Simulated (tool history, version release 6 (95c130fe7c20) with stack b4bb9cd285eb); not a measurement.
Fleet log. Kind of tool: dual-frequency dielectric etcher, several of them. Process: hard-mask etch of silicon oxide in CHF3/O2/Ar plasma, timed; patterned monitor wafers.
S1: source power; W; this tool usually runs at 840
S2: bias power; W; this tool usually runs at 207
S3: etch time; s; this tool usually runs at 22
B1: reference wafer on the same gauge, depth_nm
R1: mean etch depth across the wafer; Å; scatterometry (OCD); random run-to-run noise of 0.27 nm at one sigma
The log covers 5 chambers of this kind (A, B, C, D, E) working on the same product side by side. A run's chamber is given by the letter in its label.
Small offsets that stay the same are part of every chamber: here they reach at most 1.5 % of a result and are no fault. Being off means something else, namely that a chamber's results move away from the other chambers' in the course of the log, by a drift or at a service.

| run | hour | S1 | S2 | S3 | B1 | R1 |
|---|---|---|---|---|---|---|
| 1A | 8.2 | 840 | 207 | 22 | 41.709 | 519.13 |
|  | 18.5 | chamber C: wet clean of the chamber |
|  | 19.6 | chamber B: wet clean of the chamber |
| 2C | 21.2 | 840 | 207 | 22 | 41.716 | 512.24 |
| 3D | 36.1 | 840 | 207 | 22 | 41.741 | 520.53 |
| 4E | 45.3 | 840 | 207 | 22 | 41.766 | 514.12 |
| 5B | 54.4 | 840 | 207 | 22 | 41.71 | 512.36 |
| 6C | 63.4 | 840 | 207 | 22 | 41.718 | 508.12 |
| 7B | 71.5 | 840 | 207 | 22 | 41.716 | 513.59 |
| 8D | 82.9 | 690 | 207 | 16.5 | 41.668 | 362.5 |
|  | 90.8 | chamber E: wet clean of the chamber |
| 9A | 96.3 | 690 | 207 | 16.5 | 41.656 | 360.36 |
| 10E | 110.6 | 690 | 207 | 16.5 | 41.72 | 358.26 |
| 11A | 119.2 | 690 | 207 | 16.5 | 41.706 | 359.24 |
| 12B | 129.9 | 690 | 207 | 16.5 | 41.728 | 358.72 |
| 13C | 142.5 | 840 | 161 | 22 | 41.677 | 467.8 |
| 14E | 156 | 840 | 161 | 22 | 41.667 | 482.87 |
| 15D | 165 | 840 | 161 | 22 | 41.723 | 474.01 |
|  | 166.3 | chamber D: wet clean of the chamber |
| 16D | 175 | 840 | 161 | 22 | 41.642 | 450.08 |
| 17C | 183.7 | 840 | 161 | 22 | 41.756 | 473.62 |
| 18E | 191.3 | 980 | 207 | 20 | 41.704 | 496.93 |
| 19A | 199.8 | 980 | 207 | 20 | 41.677 | 501.56 |
| 20B | 210.1 | 980 | 207 | 20 | 41.75 | 494.85 |
| 21E | 220.4 | 980 | 207 | 20 | 41.671 | 503.4 |
| 22D | 229.7 | 980 | 207 | 20 | 41.712 | 474.64 |
| 23C | 240.3 | 840 | 207 | 22 | 41.697 | 511.57 |
| 24B | 249.4 | 840 | 207 | 22 | 41.661 | 516.23 |
|  | 259.8 | chamber A: wet clean of the chamber |
| 25A | 260.1 | 840 | 207 | 22 | 41.767 | 521.12 |
| 26A | 272.4 | 840 | 207 | 22 | 41.741 | 517.06 |
| 27E | 282.9 | 840 | 207 | 22 | 41.718 | 518.59 |
| 28D | 296.4 | 840 | 207 | 22 | 41.719 | 496.78 |
| 29B | 307.3 | 840 | 207 | 22 | 41.777 | 516.49 |
| 30C | 314.2 | 840 | 207 | 22 | 41.714 | 512.87 |
|  | 328.4 | chamber A: bias power generator calibrated |
| 31C | 328.7 | 840 | 207 | 22 | 41.709 | 515.59 |
| 32B | 341.1 | 840 | 207 | 22 | 41.757 | 518.98 |
| 33D | 354.1 | 840 | 207 | 22 | 41.699 | 495.67 |
| 34A | 365.9 | 840 | 207 | 28 | 41.707 | 663.36 |
| 35E | 372.9 | 840 | 207 | 28 | 41.693 | 659.63 |
| 36E | 383.3 | 840 | 207 | 28 | 41.608 | 655.82 |

Predict what each chamber gives when all 5 of them run the settings below next.
| 37A | 394 | 840 | 207 | 22 |  | ? |
| 37B | 394 | 840 | 207 | 22 |  | ? |
| 37C | 394 | 840 | 207 | 22 |  | ? |
| 37D | 394 | 840 | 207 | 22 |  | ? |
| 37E | 394 | 840 | 207 | 22 |  | ? |

| run | R1 |
|---|---|
| 37A | 514.84 |
| 37B | 514.55 |
| 37C | 511.99 |
| 37D | 498.47 |
| 37E | 521.99 |
